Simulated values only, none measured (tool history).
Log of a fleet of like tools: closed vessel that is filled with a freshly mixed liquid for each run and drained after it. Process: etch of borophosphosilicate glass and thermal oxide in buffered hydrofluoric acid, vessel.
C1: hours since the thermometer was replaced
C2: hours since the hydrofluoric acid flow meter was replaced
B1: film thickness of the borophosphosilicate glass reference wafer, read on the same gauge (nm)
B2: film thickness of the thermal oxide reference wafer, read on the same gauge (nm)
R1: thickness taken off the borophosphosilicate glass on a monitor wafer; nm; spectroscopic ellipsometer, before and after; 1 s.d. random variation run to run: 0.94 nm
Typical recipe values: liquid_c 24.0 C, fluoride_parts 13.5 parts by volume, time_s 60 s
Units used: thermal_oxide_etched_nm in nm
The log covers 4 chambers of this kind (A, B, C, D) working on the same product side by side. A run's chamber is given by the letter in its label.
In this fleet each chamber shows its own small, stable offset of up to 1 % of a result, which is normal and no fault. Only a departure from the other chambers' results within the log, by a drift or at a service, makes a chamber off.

run 1B hour=4.8 | liquid_c=24.0 fluoride_parts=13.5 time_s=60 | C1=726.0 C2=1333.5 | B1=129.99 B2=140.00 | R1=123.34 thermal_oxide_etched_nm=53.453
run 2C hour=9.7 | liquid_c=24.0 fluoride_parts=13.5 time_s=60 | C1=241.9 C2=973.8 | B1=130.05 B2=140.02 | R1=122.62 thermal_oxide_etched_nm=54.211
run 3D hour=13.3 | liquid_c=24.0 fluoride_parts=13.5 time_s=60 | C1=1228.9 C2=73.3 | B1=130.05 B2=140.00 | R1=124.35 thermal_oxide_etched_nm=53.254
run 4A hour=16.9 | liquid_c=24.0 fluoride_parts=13.5 time_s=60 | C1=1166.2 C2=591.6 | B1=129.99 B2=139.99 | R1=123.39 thermal_oxide_etched_nm=54.279
-- hour=21.9 chamber C: hydrofluoric acid flow meter replaced
run 5C hour=22.5 | liquid_c=24.0 fluoride_parts=13.5 time_s=60 | C1=254.7 C2=0.7 | B1=129.99 B2=139.99 | R1=121.46 thermal_oxide_etched_nm=53.318
run 6A hour=26.6 | liquid_c=24.0 fluoride_parts=13.5 time_s=60 | C1=1175.9 C2=601.3 | B1=129.99 B2=139.98 | R1=121.17 thermal_oxide_etched_nm=53.384
run 7D hour=30.9 | liquid_c=24.0 fluoride_parts=13.5 time_s=60 | C1=1246.5 C2=90.9 | B1=129.94 B2=139.99 | R1=123.20 thermal_oxide_etched_nm=52.656
run 8B hour=36.2 | liquid_c=24.0 fluoride_parts=13.5 time_s=60 | C1=757.4 C2=1364.9 | B1=130.02 B2=139.99 | R1=123.51 thermal_oxide_etched_nm=52.970
run 9A hour=39.1 | liquid_c=24.0 fluoride_parts=13.5 time_s=60 | C1=1188.4 C2=613.8 | B1=129.99 B2=140.01 | R1=122.95 thermal_oxide_etched_nm=53.419
run 10D hour=42.7 | liquid_c=24.0 fluoride_parts=13.5 time_s=60 | C1=1258.3 C2=102.7 | B1=130.03 B2=140.02 | R1=124.58 thermal_oxide_etched_nm=52.570
run 11C hour=45.7 | liquid_c=24.0 fluoride_parts=13.5 time_s=60 | C1=277.9 C2=23.9 | B1=129.99 B2=139.97 | R1=120.21 thermal_oxide_etched_nm=53.414
run 12B hour=51.5 | liquid_c=24.0 fluoride_parts=13.5 time_s=60 | C1=772.7 C2=1380.2 | B1=130.05 B2=140.01 | R1=122.49 thermal_oxide_etched_nm=53.565
run 13C hour=57.6 | liquid_c=20.5 fluoride_parts=13.5 time_s=60 | C1=289.8 C2=35.8 | B1=130.01 B2=139.98 | R1=101.87 thermal_oxide_etched_nm=44.522
run 14D hour=60.8 | liquid_c=20.5 fluoride_parts=13.5 time_s=60 | C1=1276.4 C2=120.8 | B1=130.02 B2=139.98 | R1=102.40 thermal_oxide_etched_nm=43.806
run 15A hour=64.5 | liquid_c=20.5 fluoride_parts=13.5 time_s=60 | C1=1213.8 C2=639.2 | B1=130.02 B2=139.99 | R1=102.32 thermal_oxide_etched_nm=43.339
run 16B hour=68.7 | liquid_c=20.5 fluoride_parts=13.5 time_s=60 | C1=789.9 C2=1397.4 | B1=130.04 B2=140.00 | R1=101.83 thermal_oxide_etched_nm=44.005
run 17A hour=73.9 | liquid_c=24.0 fluoride_parts=13.5 time_s=60 | C1=1223.2 C2=648.6 | B1=130.01 B2=139.99 | R1=123.96 thermal_oxide_etched_nm=53.113
run 18C hour=78.4 | liquid_c=24.0 fluoride_parts=13.5 time_s=85 | C1=310.6 C2=56.6 | B1=129.98 B2=140.00 | R1=171.73 thermal_oxide_etched_nm=75.742
run 19D hour=83.5 | liquid_c=24.0 fluoride_parts=13.5 time_s=85 | C1=1299.1 C2=143.5 | B1=130.02 B2=140.05 | R1=175.38 thermal_oxide_etched_nm=75.903
run 20B hour=86.9 | liquid_c=24.0 fluoride_parts=13.5 time_s=85 | C1=808.1 C2=1415.6 | B1=130.04 B2=139.99 | R1=172.99 thermal_oxide_etched_nm=74.766
run 21A hour=90.3 | liquid_c=24.0 fluoride_parts=13.5 time_s=85 | C1=1239.6 C2=665.0 | B1=130.00 B2=140.00 | R1=175.63 thermal_oxide_etched_nm=75.305
run 22D hour=95.5 | liquid_c=24.0 fluoride_parts=13.5 time_s=60 | C1=1311.1 C2=155.5 | B1=130.00 B2=140.01 | R1=123.66 thermal_oxide_etched_nm=53.430
run 23B hour=101.3 | liquid_c=24.0 fluoride_parts=13.5 time_s=60 | C1=822.5 C2=1430.0 | B1=130.04 B2=139.99 | R1=123.70 thermal_oxide_etched_nm=53.998
run 24C hour=107.0 | liquid_c=24.0 fluoride_parts=13.5 time_s=60 | C1=339.2 C2=85.2 | B1=129.96 B2=139.98 | R1=120.63 thermal_oxide_etched_nm=54.263
run 25A hour=110.4 | liquid_c=28.0 fluoride_parts=13.5 time_s=60 | C1=1259.7 C2=685.1 | B1=129.97 B2=139.99 | R1=152.83 thermal_oxide_etched_nm=66.126
run 26B hour=115.8 | liquid_c=28.0 fluoride_parts=13.5 time_s=60 | C1=837.0 C2=1444.5 | B1=130.02 B2=139.96 | R1=151.15 thermal_oxide_etched_nm=67.105
run 27C hour=120.0 | liquid_c=28.0 fluoride_parts=13.5 time_s=60 | C1=352.2 C2=98.2 | B1=130.02 B2=140.01 | R1=152.42 thermal_oxide_etched_nm=66.047
run 28D hour=123.6 | liquid_c=28.0 fluoride_parts=13.5 time_s=60 | C1=1339.2 C2=183.6 | B1=130.01 B2=140.03 | R1=150.72 thermal_oxide_etched_nm=65.680
run 29C hour=128.3 | liquid_c=24.0 fluoride_parts=13.5 time_s=60 | C1=360.5 C2=106.5 | B1=129.99 B2=140.01 | R1=123.36 thermal_oxide_etched_nm=53.689
run 30A hour=133.3 | liquid_c=24.0 fluoride_parts=13.5 time_s=60 | C1=1282.6 C2=708.0 | B1=129.96 B2=140.00 | R1=124.41 thermal_oxide_etched_nm=53.585
run 31B hour=137.4 | liquid_c=24.0 fluoride_parts=13.5 time_s=60 | C1=858.6 C2=1466.1 | B1=130.03 B2=140.01 | R1=123.00 thermal_oxide_etched_nm=54.298
run 32D hour=142.9 | liquid_c=24.0 fluoride_parts=13.5 time_s=60 | C1=1358.5 C2=202.9 | B1=130.02 B2=140.00 | R1=123.33 thermal_oxide_etched_nm=53.511
run 33C hour=146.1 | liquid_c=24.0 fluoride_parts=8.5 time_s=60 | C1=378.3 C2=124.3 | B1=129.98 B2=140.00 | R1=184.94 thermal_oxide_etched_nm=80.773
run 34D hour=151.3 | liquid_c=24.0 fluoride_parts=8.5 time_s=60 | C1=1366.9 C2=211.3 | B1=130.01 B2=140.01 | R1=190.35 thermal_oxide_etched_nm=81.086

The same settings go to every chamber for the next run, one line per chamber below. Forecast the results for each:
run 35A hour=155.7 | liquid_c=24.0 fluoride_parts=13.5 time_s=60 | R1=? thermal_oxide_etched_nm=?
run 35B hour=155.7 | liquid_c=24.0 fluoride_parts=13.5 time_s=60 | R1=? thermal_oxide_etched_nm=?
run 35C hour=155.7 | liquid_c=24.0 fluoride_parts=13.5 time_s=60 | R1=? thermal_oxide_etched_nm=?
run 35D hour=155.7 | liquid_c=24.0 fluoride_parts=13.5 time_s=60 | R1=? thermal_oxide_etched_nm=?

run=35A R1=121.46 thermal_oxide_etched_nm=53.382
run=35B R1=122.22 thermal_oxide_etched_nm=54.010
run=35C R1=122.83 thermal_oxide_etched_nm=52.810
run=35D R1=123.58 thermal_oxide_etched_nm=52.371
